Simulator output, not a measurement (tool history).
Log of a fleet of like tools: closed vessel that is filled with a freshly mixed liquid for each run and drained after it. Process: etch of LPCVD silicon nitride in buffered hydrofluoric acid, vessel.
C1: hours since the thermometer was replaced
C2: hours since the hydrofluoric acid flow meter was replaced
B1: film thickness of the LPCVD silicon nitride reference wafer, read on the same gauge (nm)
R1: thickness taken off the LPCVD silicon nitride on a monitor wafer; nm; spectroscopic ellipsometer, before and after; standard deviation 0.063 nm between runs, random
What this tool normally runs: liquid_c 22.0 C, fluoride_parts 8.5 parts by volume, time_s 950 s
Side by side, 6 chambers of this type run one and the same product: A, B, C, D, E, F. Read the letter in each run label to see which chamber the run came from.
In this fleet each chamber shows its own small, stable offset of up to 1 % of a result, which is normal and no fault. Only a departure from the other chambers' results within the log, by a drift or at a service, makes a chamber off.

run 1F hour=11.5 | liquid_c=22.0 fluoride_parts=8.5 time_s=950 | C1=39.6 C2=371.9 | B1=69.978 | R1=12.682
-- hour=12.2 chamber D: hydrofluoric acid flow meter replaced
run 2A hour=23.9 | liquid_c=22.0 fluoride_parts=8.5 time_s=950 | C1=177.0 C2=548.8 | B1=70.013 | R1=12.846
run 3C hour=31.5 | liquid_c=22.0 fluoride_parts=8.5 time_s=950 | C1=1156.9 C2=87.2 | B1=70.003 | R1=12.913
run 4B hour=38.2 | liquid_c=22.0 fluoride_parts=8.5 time_s=950 | C1=784.2 C2=414.4 | B1=69.987 | R1=12.766
run 5D hour=44.8 | liquid_c=22.0 fluoride_parts=8.5 time_s=950 | C1=270.2 C2=32.7 | B1=69.988 | R1=12.675
run 6E hour=57.7 | liquid_c=22.0 fluoride_parts=8.5 time_s=950 | C1=1257.3 C2=1504.8 | B1=70.033 | R1=12.697
run 7D hour=67.5 | liquid_c=22.0 fluoride_parts=8.5 time_s=950 | C1=292.9 C2=55.4 | B1=70.008 | R1=12.560
run 8E hour=78.0 | liquid_c=22.0 fluoride_parts=8.5 time_s=950 | C1=1277.6 C2=1525.1 | B1=69.983 | R1=12.805
run 9A hour=88.9 | liquid_c=22.0 fluoride_parts=8.5 time_s=950 | C1=242.0 C2=613.8 | B1=70.025 | R1=12.766
-- hour=91.7 chamber B: hydrofluoric acid flow meter replaced
-- hour=95.9 chamber A: hydrofluoric acid flow meter replaced
run 10C hour=97.5 | liquid_c=22.0 fluoride_parts=8.5 time_s=1170 | C1=1222.9 C2=153.2 | B1=69.988 | R1=15.827
run 11F hour=106.4 | liquid_c=22.0 fluoride_parts=8.5 time_s=1170 | C1=134.5 C2=466.8 | B1=69.974 | R1=15.609
run 12B hour=112.8 | liquid_c=22.0 fluoride_parts=8.5 time_s=1170 | C1=858.8 C2=21.2 | B1=70.002 | R1=15.669
run 13D hour=122.5 | liquid_c=22.0 fluoride_parts=8.5 time_s=1170 | C1=347.9 C2=110.4 | B1=69.988 | R1=15.444
-- hour=126.9 chamber F: hydrofluoric acid flow meter replaced
run 14A hour=134.5 | liquid_c=22.0 fluoride_parts=8.5 time_s=1170 | C1=287.6 C2=38.6 | B1=70.035 | R1=15.817
run 15F hour=147.8 | liquid_c=22.0 fluoride_parts=8.5 time_s=1170 | C1=175.9 C2=21.0 | B1=70.011 | R1=15.610
run 16E hour=160.4 | liquid_c=22.0 fluoride_parts=8.5 time_s=950 | C1=1360.0 C2=1607.5 | B1=70.023 | R1=12.857
run 17B hour=168.1 | liquid_c=22.0 fluoride_parts=10.0 time_s=950 | C1=914.1 C2=76.5 | B1=69.974 | R1=11.249
run 18C hour=176.2 | liquid_c=22.0 fluoride_parts=10.0 time_s=950 | C1=1301.6 C2=231.9 | B1=70.018 | R1=11.263
run 19B hour=188.4 | liquid_c=22.0 fluoride_parts=10.0 time_s=950 | C1=934.4 C2=96.8 | B1=69.957 | R1=11.146
run 20F hour=196.9 | liquid_c=22.0 fluoride_parts=10.0 time_s=950 | C1=225.0 C2=70.1 | B1=70.007 | R1=11.126
run 21A hour=204.4 | liquid_c=22.0 fluoride_parts=10.0 time_s=950 | C1=357.5 C2=108.5 | B1=70.037 | R1=11.242
run 22E hour=215.9 | liquid_c=22.0 fluoride_parts=10.0 time_s=950 | C1=1415.5 C2=1663.0 | B1=69.994 | R1=11.361
run 23C hour=228.2 | liquid_c=22.0 fluoride_parts=8.5 time_s=950 | C1=1353.6 C2=283.9 | B1=69.981 | R1=12.845
run 24D hour=237.9 | liquid_c=22.0 fluoride_parts=9.5 time_s=950 | C1=463.3 C2=225.8 | B1=70.052 | R1=11.669
run 25A hour=247.2 | liquid_c=22.0 fluoride_parts=9.5 time_s=950 | C1=400.3 C2=151.3 | B1=69.985 | R1=11.633
run 26C hour=255.2 | liquid_c=22.0 fluoride_parts=9.5 time_s=950 | C1=1380.6 C2=310.9 | B1=69.987 | R1=11.656
run 27E hour=263.3 | liquid_c=22.0 fluoride_parts=9.5 time_s=950 | C1=1462.9 C2=1710.4 | B1=69.989 | R1=11.866
run 28D hour=274.7 | liquid_c=22.0 fluoride_parts=9.5 time_s=950 | C1=500.1 C2=262.6 | B1=70.001 | R1=11.617
run 29F hour=287.2 | liquid_c=22.0 fluoride_parts=9.5 time_s=950 | C1=315.3 C2=160.4 | B1=69.985 | R1=11.454
run 30B hour=294.3 | liquid_c=22.0 fluoride_parts=8.5 time_s=950 | C1=1040.3 C2=202.7 | B1=69.945 | R1=12.722
run 31A hour=303.9 | liquid_c=22.0 fluoride_parts=8.5 time_s=950 | C1=457.0 C2=208.0 | B1=69.950 | R1=12.759
run 32D hour=317.4 | liquid_c=22.0 fluoride_parts=8.5 time_s=950 | C1=542.8 C2=305.3 | B1=70.011 | R1=12.836
run 33B hour=327.9 | liquid_c=22.0 fluoride_parts=8.5 time_s=950 | C1=1073.9 C2=236.3 | B1=70.018 | R1=12.710
run 34C hour=338.7 | liquid_c=22.0 fluoride_parts=8.5 time_s=950 | C1=1464.1 C2=394.4 | B1=69.970 | R1=12.950
run 35F hour=349.0 | liquid_c=22.0 fluoride_parts=8.5 time_s=950 | C1=377.1 C2=222.2 | B1=69.995 | R1=12.607
run 36E hour=355.6 | liquid_c=22.0 fluoride_parts=6.5 time_s=1275 | C1=1555.2 C2=1802.7 | B1=70.029 | R1=23.416
run 37D hour=363.6 | liquid_c=22.0 fluoride_parts=6.5 time_s=1275 | C1=589.0 C2=351.5 | B1=69.996 | R1=22.615
run 38E hour=375.9 | liquid_c=22.0 fluoride_parts=6.5 time_s=1275 | C1=1575.5 C2=1823.0 | B1=69.960 | R1=23.506
run 39F hour=387.0 | liquid_c=22.0 fluoride_parts=6.5 time_s=1275 | C1=415.1 C2=260.2 | B1=70.024 | R1=22.243
run 40B hour=398.7 | liquid_c=22.0 fluoride_parts=6.5 time_s=1275 | C1=1144.7 C2=307.1 | B1=69.979 | R1=22.291
run 41A hour=411.1 | liquid_c=22.0 fluoride_parts=6.5 time_s=1275 | C1=564.2 C2=315.2 | B1=69.979 | R1=22.416
run 42C hour=423.2 | liquid_c=22.0 fluoride_parts=8.5 time_s=950 | C1=1548.6 C2=478.9 | B1=69.966 | R1=12.850
run 43C hour=429.5 | liquid_c=22.0 fluoride_parts=8.5 time_s=950 | C1=1554.9 C2=485.2 | B1=69.994 | R1=12.735

For the next run the whole fleet of 6 chambers uses the same settings. Give each chamber's results:
run 44A hour=439.2 | liquid_c=24.5 fluoride_parts=8.5 time_s=950 | R1=?
run 44B hour=439.2 | liquid_c=24.5 fluoride_parts=8.5 time_s=950 | R1=?
run 44C hour=439.2 | liquid_c=24.5 fluoride_parts=8.5 time_s=950 | R1=?
run 44D hour=439.2 | liquid_c=24.5 fluoride_parts=8.5 time_s=950 | R1=?
run 44E hour=439.2 | liquid_c=24.5 fluoride_parts=8.5 time_s=950 | R1=?
run 44F hour=439.2 | liquid_c=24.5 fluoride_parts=8.5 time_s=950 | R1=?

run=44A R1=14.765
run=44B R1=14.686
run=44C R1=14.615
run=44D R1=14.643
run=44E R1=15.429
run=44F R1=14.549

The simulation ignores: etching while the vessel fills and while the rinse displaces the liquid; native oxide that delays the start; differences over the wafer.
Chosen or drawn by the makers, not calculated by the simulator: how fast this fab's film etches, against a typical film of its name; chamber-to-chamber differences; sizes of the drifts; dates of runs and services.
